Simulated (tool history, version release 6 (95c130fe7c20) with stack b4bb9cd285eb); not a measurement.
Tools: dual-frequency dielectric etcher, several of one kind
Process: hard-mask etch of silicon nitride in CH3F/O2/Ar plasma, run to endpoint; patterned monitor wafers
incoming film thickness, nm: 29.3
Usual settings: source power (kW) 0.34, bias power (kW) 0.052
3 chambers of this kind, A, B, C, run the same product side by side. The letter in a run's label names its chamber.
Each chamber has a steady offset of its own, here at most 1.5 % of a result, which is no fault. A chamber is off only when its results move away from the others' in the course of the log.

{"run": "1C", "hour": 6.3, "source power (kW)": 0.34, "bias power (kW)": 0.052, "endpoint time (s)": 50.516}
{"run": "2A", "hour": 14.5, "source power (kW)": 0.34, "bias power (kW)": 0.052, "endpoint time (s)": 50.991}
{"run": "3B", "hour": 21.9, "source power (kW)": 0.34, "bias power (kW)": 0.052, "endpoint time (s)": 50.169}
{"run": "4B", "hour": 28.1, "source power (kW)": 0.34, "bias power (kW)": 0.052, "endpoint time (s)": 49.783}
{"run": "5A", "hour": 33.6, "source power (kW)": 0.34, "bias power (kW)": 0.06, "endpoint time (s)": 48.45}
{"run": "6C", "hour": 38.6, "source power (kW)": 0.34, "bias power (kW)": 0.06, "endpoint time (s)": 48.028}
{"run": "7B", "hour": 42.8, "source power (kW)": 0.34, "bias power (kW)": 0.06, "endpoint time (s)": 47.515}
{"run": "8A", "hour": 47.1, "source power (kW)": 0.34, "bias power (kW)": 0.052, "endpoint time (s)": 51.11}
{"run": "9C", "hour": 50.9, "source power (kW)": 0.34, "bias power (kW)": 0.052, "endpoint time (s)": 50.85}
{"run": "10C", "hour": 58.6, "source power (kW)": 0.34, "bias power (kW)": 0.052, "endpoint time (s)": 50.741}
{"run": "11A", "hour": 64.2, "source power (kW)": 0.34, "bias power (kW)": 0.052, "endpoint time (s)": 51.288}
{"run": "12B", "hour": 72.2, "source power (kW)": 0.34, "bias power (kW)": 0.052, "endpoint time (s)": 49.808}
{"run": "13C", "hour": 77.8, "source power (kW)": 0.34, "bias power (kW)": 0.052, "endpoint time (s)": 50.725}
{"run": "14B", "hour": 85.5, "source power (kW)": 0.34, "bias power (kW)": 0.052, "endpoint time (s)": 50.212}
{"run": "15A", "hour": 92.5, "source power (kW)": 0.34, "bias power (kW)": 0.052, "endpoint time (s)": 50.823}
{"run": "16C", "hour": 98.9, "source power (kW)": 0.34, "bias power (kW)": 0.052, "endpoint time (s)": 50.617}
{"run": "17B", "hour": 105.9, "source power (kW)": 0.34, "bias power (kW)": 0.052, "endpoint time (s)": 50.193}
{"run": "18A", "hour": 111.7, "source power (kW)": 0.34, "bias power (kW)": 0.052, "endpoint time (s)": 51.075}
{"run": "19A", "hour": 119.9, "source power (kW)": 0.34, "bias power (kW)": 0.052, "endpoint time (s)": 50.83}
{"run": "20B", "hour": 125.2, "source power (kW)": 0.34, "bias power (kW)": 0.052, "endpoint time (s)": 49.956}
{"run": "21C", "hour": 130.1, "source power (kW)": 0.34, "bias power (kW)": 0.052, "endpoint time (s)": 49.985}
{"run": "22C", "hour": 134.0, "source power (kW)": 0.34, "bias power (kW)": 0.052, "endpoint time (s)": 50.07}
{"run": "23B", "hour": 139.3, "source power (kW)": 0.28, "bias power (kW)": 0.047, "endpoint time (s)": 55.797}
{"run": "24A", "hour": 146.2, "source power (kW)": 0.28, "bias power (kW)": 0.047, "endpoint time (s)": 57.221}
{"run": "25B", "hour": 150.2, "source power (kW)": 0.28, "bias power (kW)": 0.047, "endpoint time (s)": 55.373}
{"run": "26A", "hour": 156.5, "source power (kW)": 0.34, "bias power (kW)": 0.052, "endpoint time (s)": 51.101}
{"hour": 161.3, "done": "chamber A: wet clean of the chamber"}
{"run": "27C", "hour": 165.0, "source power (kW)": 0.34, "bias power (kW)": 0.052, "endpoint time (s)": 49.722}
{"run": "28C", "hour": 170.7, "source power (kW)": 0.34, "bias power (kW)": 0.052, "endpoint time (s)": 49.788}
{"run": "29B", "hour": 178.1, "source power (kW)": 0.34, "bias power (kW)": 0.047, "endpoint time (s)": 51.663}
{"run": "30A", "hour": 186.0, "source power (kW)": 0.34, "bias power (kW)": 0.047, "endpoint time (s)": 52.83}
{"run": "31A", "hour": 191.7, "source power (kW)": 0.34, "bias power (kW)": 0.047, "endpoint time (s)": 52.916}
{"run": "32B", "hour": 198.6, "source power (kW)": 0.34, "bias power (kW)": 0.052, "endpoint time (s)": 50.12}
{"hour": 203.1, "done": "chamber A: source power generator calibrated"}
{"run": "33C", "hour": 205.2, "source power (kW)": 0.34, "bias power (kW)": 0.052, "endpoint time (s)": 49.277}
{"run": "34C", "hour": 209.3, "source power (kW)": 0.28, "bias power (kW)": 0.041, "endpoint time (s)": 57.239}
{"run": "35A", "hour": 216.7, "source power (kW)": 0.28, "bias power (kW)": 0.041, "endpoint time (s)": 59.124}
{"run": "36B", "hour": 220.6, "source power (kW)": 0.28, "bias power (kW)": 0.041, "endpoint time (s)": 57.85}
{"run": "37B", "hour": 225.4, "source power (kW)": 0.34, "bias power (kW)": 0.052, "endpoint time (s)": 50.364}
{"run": "38A", "hour": 231.8, "source power (kW)": 0.34, "bias power (kW)": 0.052, "endpoint time (s)": 50.781}
{"run": "39C", "hour": 238.1, "source power (kW)": 0.34, "bias power (kW)": 0.052, "endpoint time (s)": 49.128}

What goes on in this fleet: one chamber off, a drifting gauge, or nothing beyond the chambers' own small offsets? Name the chamber and the cause, if any.

Chamber C drifts away from the others.
Cause: etch rate over this chamber's usual, % = 2.76.

Here are 4 candidates for chamber C's next run, each the usual settings with a change, their results left as question marks. Which one brings its results back in line with what the others give on the usual settings?
In line means no further than this from the other chambers' mean on the usual settings: endpoint time (s) 0.68
{"run": "40C-1", "hour": 244.3, "source power (kW)": 0.34, "bias power (kW)": 0.056, "endpoint time (s)": "?"}
{"run": "40C-2", "hour": 244.3, "source power (kW)": 0.3, "bias power (kW)": 0.052, "endpoint time (s)": "?"}
{"run": "40C-3", "hour": 244.3, "source power (kW)": 0.34, "bias power (kW)": 0.048, "endpoint time (s)": "?"}
{"run": "40C-4", "hour": 244.3, "source power (kW)": 0.39, "bias power (kW)": 0.052, "endpoint time (s)": "?"}

The other chambers' mean on the usual settings: endpoint time (s) 50.429
run=40C-1 endpoint_time_(s)=47.98
run=40C-2 endpoint_time_(s)=51.62
run=40C-3 endpoint_time_(s)=50.401
run=40C-4 endpoint_time_(s)=46.557
40C-3 brings the chamber back in line.

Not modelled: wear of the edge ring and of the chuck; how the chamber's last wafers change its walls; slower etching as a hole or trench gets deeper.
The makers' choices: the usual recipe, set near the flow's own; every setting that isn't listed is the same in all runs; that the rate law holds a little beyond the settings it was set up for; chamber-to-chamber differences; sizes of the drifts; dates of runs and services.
